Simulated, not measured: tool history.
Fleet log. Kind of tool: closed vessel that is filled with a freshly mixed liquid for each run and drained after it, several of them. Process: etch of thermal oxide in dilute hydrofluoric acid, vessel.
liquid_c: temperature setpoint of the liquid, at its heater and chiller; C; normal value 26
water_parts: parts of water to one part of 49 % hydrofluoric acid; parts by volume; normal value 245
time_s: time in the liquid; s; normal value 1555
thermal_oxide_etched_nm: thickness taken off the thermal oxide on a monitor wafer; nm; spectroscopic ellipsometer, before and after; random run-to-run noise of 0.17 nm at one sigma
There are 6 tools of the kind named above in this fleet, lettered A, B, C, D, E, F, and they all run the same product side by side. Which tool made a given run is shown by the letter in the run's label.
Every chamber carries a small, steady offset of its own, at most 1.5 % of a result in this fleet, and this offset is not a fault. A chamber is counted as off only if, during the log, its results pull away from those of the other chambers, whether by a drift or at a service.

run    day  liquid_c  water_parts  time_s  hours since the thermometer was replaced  hours since the hydrofluoric acid flow meter was replaced  read-back film thickness of the thermal oxide reference wafer, read on the same gauge (nm)  thermal_oxide_etched_nm
 1B  0.112        26          245    1555                                    2369.7                                                      514.8                                                                                      79.995                   28.119
 2C  0.325        26          245    1555                                     572.8                                                     1165.1                                                                                      79.987                   27.684
 3E  0.546        26          245    1555                                    1394.2                                                      221.9                                                                                      80.019                   28.210
 4A  0.679        26          245    1555                                    1148.1                                                      504.5                                                                                      80.022                   28.279
 5F  0.850        26          245    1555                                     736.3                                                      633.7                                                                                      79.995                   28.388
 6D  1.017        26          245    1555                                    1135.5                                                      977.4                                                                                      79.981                   27.695
 7A  1.188        26          245    1555                                    1160.3                                                      516.7                                                                                      79.992                   28.104
 8D  1.400        26          245    1555                                    1144.7                                                      986.6                                                                                      79.965                   27.717
 9F  1.517        26          245    1555                                     752.3                                                      649.7                                                                                      79.967                   28.189
10B  1.721        26          245    1555                                    2408.3                                                      553.4                                                                                      80.022                   28.288
11C  1.938        26          245    1555                                     611.5                                                     1203.8                                                                                      80.027                   27.857
12E  2.154        26          245    1555                                    1432.8                                                      260.5                                                                                      80.015                   28.055
13E  2.379        26          245    1555                                    1438.2                                                      265.9                                                                                      80.005                   28.190
14C  2.562        26          245    1555                                     626.5                                                     1218.8                                                                                      80.007                   28.096
15B  2.754        26          245    1555                                    2433.1                                                      578.2                                                                                      79.988                   28.174
16A  2.879        26          245    1555                                    1200.9                                                      557.3                                                                                      79.992                   28.282
17D  3.017        26          245    1555                                    1183.5                                                     1025.4                                                                                      79.999                   27.536
18F  3.183        26          245    2080                                     792.3                                                      689.7                                                                                      80.000                   37.541
19E  3.358        26          245    2080                                    1461.7                                                      289.4                                                                                      80.033                   37.747
20D  3.575        26          245    2080                                    1196.9                                                     1038.8                                                                                      80.010                   36.061
21F  3.725        26          245    2080                                     805.3                                                      702.7                                                                                      80.004                   37.556
22A  3.967        26          245    2080                                    1227.0                                                      583.4                                                                                      80.005                   37.150
23B  4.075        26          245    2080                                    2464.8                                                      609.9                                                                                      79.995                   37.951
24C  4.271        26          245    1555                                     667.5                                                     1259.8                                                                                      79.998                   27.569
     4.333  -- chamber F: hydrofluoric acid flow meter replaced
25B  4.454        26          245    1555                                    2473.9                                                      619.0                                                                                      80.000                   28.361
26F  4.700        26          245    1555                                     828.7                                                        8.9                                                                                      79.990                   28.276
27A  4.821        26          245    1555                                    1247.5                                                      603.9                                                                                      79.969                   28.046
28C  4.996        26          245    1555                                     684.9                                                     1277.2                                                                                      79.989                   27.732
29D  5.238        24          245    1200                                    1236.8                                                     1078.7                                                                                      80.027                   18.805
30E  5.375        24          245    1200                                    1510.1                                                      337.8                                                                                      79.985                   20.477
31D  5.612        24          245    1200                                    1245.8                                                     1087.7                                                                                      80.020                   19.107
32A  5.804        24          245    1200                                    1271.1                                                      627.5                                                                                      79.993                   20.335
33E  6.000        24          245    1200                                    1525.1                                                      352.8                                                                                      79.989                   20.251
34C  6.158        24          245    1200                                     712.8                                                     1305.1                                                                                      80.002                   19.930
35B  6.275        30          150    1555                                    2517.6                                                      662.7                                                                                      79.993                   59.376
36F  6.504        30          150    1555                                     872.0                                                       52.2                                                                                      80.009                   59.265
37E  6.717        30          150    1555                                    1542.3                                                      370.0                                                                                      80.014                   60.190
38A  6.833        30          150    1555                                    1295.8                                                      652.2                                                                                      79.982                   59.568
39C  7.004        30          150    1555                                     733.1                                                     1325.4                                                                                      79.996                   59.389

Next, all 6 chambers run the settings below, one line each with question marks for the results. What does each chamber give?
40A  7.183        26          245    2070                                                                                                                                                                                                                         ?
40B  7.183        26          245    2070                                                                                                                                                                                                                         ?
40C  7.183        26          245    2070                                                                                                                                                                                                                         ?
40D  7.183        26          245    2070                                                                                                                                                                                                                         ?
40E  7.183        26          245    2070                                                                                                                                                                                                                         ?
40F  7.183        26          245    2070                                                                                                                                                                                                                         ?

run  thermal_oxide_etched_nm
40A                   37.743
40B                   37.469
40C                   37.311
40D                   33.814
40E                   37.375
40F                   37.514
